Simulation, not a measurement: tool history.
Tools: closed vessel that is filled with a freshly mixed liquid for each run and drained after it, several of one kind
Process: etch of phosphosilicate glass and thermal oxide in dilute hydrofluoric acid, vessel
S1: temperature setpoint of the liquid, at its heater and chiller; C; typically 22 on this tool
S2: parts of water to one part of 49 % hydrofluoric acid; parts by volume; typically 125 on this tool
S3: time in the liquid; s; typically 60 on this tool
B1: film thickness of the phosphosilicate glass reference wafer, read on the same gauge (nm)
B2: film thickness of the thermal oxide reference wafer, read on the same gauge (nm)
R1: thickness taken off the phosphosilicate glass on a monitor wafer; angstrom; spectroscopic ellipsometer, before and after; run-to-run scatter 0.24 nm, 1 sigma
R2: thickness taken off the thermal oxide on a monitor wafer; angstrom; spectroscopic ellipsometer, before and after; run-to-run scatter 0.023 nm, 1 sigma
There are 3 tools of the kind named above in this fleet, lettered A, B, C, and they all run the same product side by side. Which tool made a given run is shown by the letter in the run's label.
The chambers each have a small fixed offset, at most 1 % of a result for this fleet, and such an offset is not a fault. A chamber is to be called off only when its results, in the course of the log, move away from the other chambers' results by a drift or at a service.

Run 1B, hour 12.9: usual settings; B1 50.009; B2 79.998. Result: R1 667.74 angstrom, R2 21.031 angstrom.
Run 2A, hour 25.5: usual settings; B1 49.998; B2 80.018. Result: R1 679.24 angstrom, R2 21.175 angstrom.
Run 3C, hour 33.3: usual settings; B1 49.991; B2 79.986. Result: R1 671.75 angstrom, R2 21.253 angstrom.
Run 4B, hour 39.1: usual settings; B1 50.003; B2 80.025. Result: R1 672.32 angstrom, R2 21.159 angstrom.
Run 5A, hour 45.4: usual settings; B1 50.018; B2 79.981. Result: R1 676.12 angstrom, R2 21.113 angstrom.
Run 6C, hour 52.4: usual settings; B1 50.008; B2 80.011. Result: R1 676.10 angstrom, R2 21.159 angstrom.
Run 7B, hour 61.1: usual settings; B1 50.011; B2 79.982. Result: R1 669.44 angstrom, R2 21.072 angstrom.
Run 8C, hour 70.3: usual settings; B1 49.995; B2 80.006. Result: R1 668.65 angstrom, R2 21.435 angstrom.
Run 9A, hour 79.4: usual settings but S2 145 parts by volume, S3 85 s; B1 49.996; B2 80.006. Result: R1 809.40 angstrom, R2 24.638 angstrom.
Run 10A, hour 86.2: usual settings but S2 145 parts by volume, S3 85 s; B1 50.012; B2 80.014. Result: R1 800.99 angstrom, R2 25.168 angstrom.
Run 11B, hour 99.1: usual settings but S2 145 parts by volume, S3 85 s; B1 49.985; B2 80.005. Result: R1 797.47 angstrom, R2 25.364 angstrom.
Run 12C, hour 106.8: usual settings; B1 49.986; B2 79.984. Result: R1 672.73 angstrom, R2 21.014 angstrom.
Run 13C, hour 116.9: usual settings; B1 50.013; B2 79.996. Result: R1 672.82 angstrom, R2 21.043 angstrom.
Run 14B, hour 122.6: usual settings; B1 50.016; B2 79.988. Result: R1 670.19 angstrom, R2 21.115 angstrom.
Run 15A, hour 132.2: usual settings; B1 50.005; B2 79.992. Result: R1 673.87 angstrom, R2 21.156 angstrom.
Run 16C, hour 139.9: usual settings; B1 49.990; B2 80.010. Result: R1 679.40 angstrom, R2 21.151 angstrom.
Run 17A, hour 149.0: usual settings; B1 49.981; B2 79.987. Result: R1 678.85 angstrom, R2 20.823 angstrom.
Run 18B, hour 155.7: usual settings; B1 50.023; B2 79.987. Result: R1 671.23 angstrom, R2 21.086 angstrom.
Run 19A, hour 164.2: usual settings; B1 50.011; B2 79.992. Result: R1 677.70 angstrom, R2 21.447 angstrom.
Run 20B, hour 176.3: usual settings; B1 50.003; B2 80.006. Result: R1 668.65 angstrom, R2 21.350 angstrom.
Run 21C, hour 185.3: usual settings but S1 19 C, S2 90 parts by volume; B1 49.997; B2 79.988. Result: R1 869.46 angstrom, R2 26.944 angstrom.
Run 22A, hour 190.9: usual settings but S1 19 C, S2 90 parts by volume; B1 49.991; B2 80.005. Result: R1 868.31 angstrom, R2 27.216 angstrom.
Run 23B, hour 202.3: usual settings but S1 19 C, S2 90 parts by volume; B1 50.009; B2 80.007. Result: R1 858.10 angstrom, R2 27.203 angstrom.
Run 24C, hour 210.4: usual settings; B1 50.009; B2 80.006. Result: R1 677.73 angstrom, R2 21.270 angstrom.
Run 25B, hour 217.9: usual settings; B1 49.997; B2 80.001. Result: R1 670.85 angstrom, R2 20.906 angstrom.
Run 26C, hour 227.4: usual settings; B1 50.010; B2 79.977. Result: R1 670.99 angstrom, R2 21.097 angstrom.
Run 27A, hour 234.2: usual settings; B1 50.002; B2 80.005. Result: R1 677.52 angstrom, R2 21.125 angstrom.
Run 28A, hour 244.6: usual settings; B1 49.998; B2 80.013. Result: R1 674.69 angstrom, R2 20.588 angstrom.
Run 29C, hour 255.9: usual settings but S1 18 C, S3 75 s; B1 50.026; B2 79.992. Result: R1 718.49 angstrom, R2 22.326 angstrom.
Run 30B, hour 266.0: usual settings but S1 18 C, S3 75 s; B1 50.019; B2 80.033. Result: R1 714.88 angstrom, R2 22.506 angstrom.
Run 31A, hour 271.7: usual settings but S1 18 C, S3 75 s; B1 49.983; B2 79.999. Result: R1 719.43 angstrom, R2 22.818 angstrom.
Run 32C, hour 277.7: usual settings; B1 50.008; B2 80.021. Result: R1 674.26 angstrom, R2 21.252 angstrom.

Decide between three cases: one chamber stands off from its peers, the gauge reading all wafers drifts, or nothing is wrong past each chamber's small offset. Where a chamber is off, say which and what most likely put it there.

Nothing is wrong: each chamber keeps only its own small, steady offset and the gauge holds still.
